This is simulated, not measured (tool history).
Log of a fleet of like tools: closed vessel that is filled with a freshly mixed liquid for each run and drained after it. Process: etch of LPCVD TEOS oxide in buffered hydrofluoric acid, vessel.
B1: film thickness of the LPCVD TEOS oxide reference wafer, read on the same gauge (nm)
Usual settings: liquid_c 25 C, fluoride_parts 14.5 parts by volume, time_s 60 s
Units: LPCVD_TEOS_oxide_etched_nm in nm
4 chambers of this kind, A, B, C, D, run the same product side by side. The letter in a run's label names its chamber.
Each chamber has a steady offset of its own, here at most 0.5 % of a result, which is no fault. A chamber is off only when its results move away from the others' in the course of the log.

Run 1B, hour 4.7: usual settings; B1 129.99. Result: LPCVD_TEOS_oxide_etched_nm 106.710 nm.
Run 2D, hour 7.8: usual settings; B1 130.01. Result: LPCVD_TEOS_oxide_etched_nm 105.990 nm.
Run 3A, hour 12.6: usual settings; B1 130.00. Result: LPCVD_TEOS_oxide_etched_nm 105.810 nm.
Run 4C, hour 17.2: usual settings; B1 130.00. Result: LPCVD_TEOS_oxide_etched_nm 105.600 nm.
Run 5B, hour 21.3: usual settings; B1 130.01. Result: LPCVD_TEOS_oxide_etched_nm 105.570 nm.
Run 6C, hour 25.1: usual settings; B1 130.01. Result: LPCVD_TEOS_oxide_etched_nm 105.340 nm.
Run 7D, hour 29.1: usual settings; B1 130.00. Result: LPCVD_TEOS_oxide_etched_nm 105.370 nm.
Run 8A, hour 34.7: usual settings; B1 130.01. Result: LPCVD_TEOS_oxide_etched_nm 105.290 nm.
Run 9C, hour 38.0: usual settings; B1 129.99. Result: LPCVD_TEOS_oxide_etched_nm 106.370 nm.
Run 10D, hour 42.6: usual settings; B1 130.01. Result: LPCVD_TEOS_oxide_etched_nm 105.290 nm.
Run 11A, hour 47.1: usual settings; B1 130.00. Result: LPCVD_TEOS_oxide_etched_nm 104.680 nm.
Run 12B, hour 52.4: usual settings; B1 130.01. Result: LPCVD_TEOS_oxide_etched_nm 106.690 nm.
Run 13D, hour 56.0: usual settings; B1 130.02. Result: LPCVD_TEOS_oxide_etched_nm 106.650 nm.
Run 14A, hour 59.7: usual settings; B1 130.00. Result: LPCVD_TEOS_oxide_etched_nm 104.510 nm.
Run 15B, hour 62.9: usual settings; B1 129.99. Result: LPCVD_TEOS_oxide_etched_nm 106.370 nm.
Run 16C, hour 65.7: usual settings; B1 130.00. Result: LPCVD_TEOS_oxide_etched_nm 105.400 nm.
Run 17B, hour 70.6: usual settings; B1 130.01. Result: LPCVD_TEOS_oxide_etched_nm 106.550 nm.
Run 18D, hour 75.4: usual settings; B1 130.02. Result: LPCVD_TEOS_oxide_etched_nm 105.810 nm.
Run 19A, hour 78.8: usual settings; B1 130.00. Result: LPCVD_TEOS_oxide_etched_nm 103.130 nm.
Run 20C, hour 84.1: usual settings but liquid_c 29 C, fluoride_parts 9.0 parts by volume; B1 129.99. Result: LPCVD_TEOS_oxide_etched_nm 204.940 nm.
Run 21D, hour 89.6: usual settings but liquid_c 29 C, fluoride_parts 9.0 parts by volume; B1 129.98. Result: LPCVD_TEOS_oxide_etched_nm 200.650 nm.
Run 22A, hour 93.7: usual settings but liquid_c 29 C, fluoride_parts 9.0 parts by volume; B1 130.01. Result: LPCVD_TEOS_oxide_etched_nm 194.650 nm.
Run 23C, hour 98.2: usual settings but liquid_c 29 C, fluoride_parts 9.0 parts by volume; B1 130.01. Result: LPCVD_TEOS_oxide_etched_nm 202.800 nm.
Run 24B, hour 103.5: usual settings; B1 129.99. Result: LPCVD_TEOS_oxide_etched_nm 106.400 nm.
Run 25D, hour 106.1: usual settings; B1 130.00. Result: LPCVD_TEOS_oxide_etched_nm 105.700 nm.
Run 26C, hour 111.0: usual settings; B1 130.00. Result: LPCVD_TEOS_oxide_etched_nm 106.170 nm.
Run 27B, hour 116.1: usual settings; B1 129.99. Result: LPCVD_TEOS_oxide_etched_nm 106.320 nm.
Run 28A, hour 119.4: usual settings; B1 130.00. Result: LPCVD_TEOS_oxide_etched_nm 99.282 nm.
Run 29B, hour 124.0: usual settings; B1 129.99. Result: LPCVD_TEOS_oxide_etched_nm 107.280 nm.
Run 30C, hour 128.0: usual settings but time_s 85 s; B1 130.01. Result: LPCVD_TEOS_oxide_etched_nm 150.890 nm.
Run 31D, hour 132.2: usual settings but time_s 85 s; B1 130.01. Result: LPCVD_TEOS_oxide_etched_nm 151.190 nm.

Is one chamber off against the others, does the gauge drift, or is nothing wrong? If a chamber is off, say which, and what the likeliest cause is.

Chamber A drifts away from the others.
Cause: hydrofluoric acid flow below the setpoint (%) = 7.12.
The log may not tell that from: liquid colder than its thermometer reads (K).

Here are 4 candidates for chamber A's next run, each the usual settings with a change, their results left as question marks. Which one brings its results back in line with what the others give on the usual settings?
In line means no further than this from the other chambers' mean on the usual settings: LPCVD_TEOS_oxide_etched_nm 1.900 nm
Run 32A-1, hour 136.3: usual settings but liquid_c 23.5 C. Result: LPCVD_TEOS_oxide_etched_nm ?.
Run 32A-2, hour 136.3: usual settings but liquid_c 27.5 C. Result: LPCVD_TEOS_oxide_etched_nm ?.
Run 32A-3, hour 136.3: usual settings but time_s 65 s. Result: LPCVD_TEOS_oxide_etched_nm ?.
Run 32A-4, hour 136.3: usual settings but liquid_c 22.5 C. Result: LPCVD_TEOS_oxide_etched_nm ?.

The other chambers' mean on the usual settings: LPCVD_TEOS_oxide_etched_nm 106.240 nm
  run  LPCVD_TEOS_oxide_etched_nm
32A-1                      90.962
32A-2                     112.590
32A-3                     106.770
32A-4                      86.142
32A-3 brings the chamber back in line.

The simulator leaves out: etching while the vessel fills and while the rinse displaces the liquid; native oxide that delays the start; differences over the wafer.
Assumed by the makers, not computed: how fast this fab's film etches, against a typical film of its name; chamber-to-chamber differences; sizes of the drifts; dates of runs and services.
